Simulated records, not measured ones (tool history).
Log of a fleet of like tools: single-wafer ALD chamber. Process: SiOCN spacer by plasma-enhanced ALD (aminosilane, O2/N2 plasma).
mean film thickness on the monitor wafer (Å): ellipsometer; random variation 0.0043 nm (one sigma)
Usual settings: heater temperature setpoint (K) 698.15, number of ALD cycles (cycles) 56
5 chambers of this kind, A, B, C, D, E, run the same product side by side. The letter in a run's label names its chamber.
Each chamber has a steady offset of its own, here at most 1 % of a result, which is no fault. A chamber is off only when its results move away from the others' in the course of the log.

run   hour  heater temperature setpoint (K)  number of ALD cycles (cycles)  hours since the last thermocouple change  read-back reference wafer on the same gauge, thickness_nm  mean film thickness on the monitor wafer (Å)
 1C    4.2                           698.15                             56                                    1640.3                                                      2.979                                        31.167
 2E   10.2                           698.15                             56                                     711.3                                                     2.9815                                        31.161
 3A   15.5                           698.15                             56                                       739                                                      2.983                                        31.127
 4D   20.8                           698.15                             56                                    2187.9                                                     2.9833                                         31.45
 5B   26.7                           698.15                             56                                      1424                                                     2.9837                                        31.602
 6A   32.7                           698.15                             56                                     756.2                                                     2.9844                                        31.195
 7B   36.5                           709.15                             51                                    1433.8                                                     2.9847                                        27.653
 8E   42.2                           709.15                             51                                     743.3                                                     2.9852                                        27.406
 9D   46.8                           709.15                             51                                    2213.9                                                     2.9857                                        27.646
10C   49.7                           709.15                             51                                    1685.8                                                     2.9849                                        27.418
11D   53.2                           709.15                             51                                    2220.3                                                     2.9856                                        27.613
12E   56.6                           698.15                             56                                     757.7                                                     2.9869                                        31.348
13B   60.5                           689.15                             52                                    1457.8                                                     2.9866                                        30.241
14A   63.2                           689.15                             52                                     786.7                                                     2.9868                                          29.8
15C   66.1                           689.15                             52                                    1702.2                                                     2.9869                                        29.898
16B   71.1                           689.15                             52                                    1468.4                                                     2.9877                                        30.135
17C   75.8                           689.15                             52                                    1711.9                                                     2.9879                                        29.915
18D   81.9                           698.15                             56                                      2249                                                     2.9892                                        31.538
19A   85.2                           698.15                             56                                     808.7                                                     2.9901                                        31.299
20E     89                           698.15                             56                                     790.1                                                     2.9899                                        31.365
21A   93.1                           698.15                             56                                     816.6                                                     2.9914                                        31.206
22C   96.3                           698.15                             56                                    1732.4                                                     2.9919                                        31.294
23D  100.6                           698.15                             56                                    2267.7                                                     2.9921                                        31.437
24E  105.4                           698.15                             56                                     806.5                                                     2.9935                                        31.311
25B  108.1                           698.15                             56                                    1505.4                                                     2.9911                                        31.686
26B  111.6                           698.15                             56                                    1508.9                                                      2.993                                        31.737
27E  116.3                           698.15                             56                                     817.4                                                     2.9937                                        31.276
28A  119.9                           698.15                             56                                     843.4                                                     2.9922                                        31.326
29C  126.1                           711.15                             67                                    1762.2                                                     2.9931                                        35.984
30D  129.7                           711.15                             67                                    2296.8                                                     2.9935                                        36.145
31C  134.9                           711.15                             67                                      1771                                                     2.9954                                        35.977
32B  137.9                           711.15                             67                                    1535.2                                                     2.9957                                        36.369
33D  141.8                           711.15                             67                                    2308.9                                                     2.9957                                        36.134
34E  146.5                           698.15                             56                                     847.6                                                     2.9971                                        31.392

Next, every chamber runs the same settings. What will each give?
35A  150.9                           706.15                             56                                                                                                                                                  ?
35B  150.9                           706.15                             56                                                                                                                                                  ?
35C  150.9                           706.15                             56                                                                                                                                                  ?
35D  150.9                           706.15                             56                                                                                                                                                  ?
35E  150.9                           706.15                             56                                                                                                                                                  ?

run  mean film thickness on the monitor wafer (Å)
35A                                        30.529
35B                                        30.831
35C                                        30.608
35D                                        30.785
35E                                        30.525
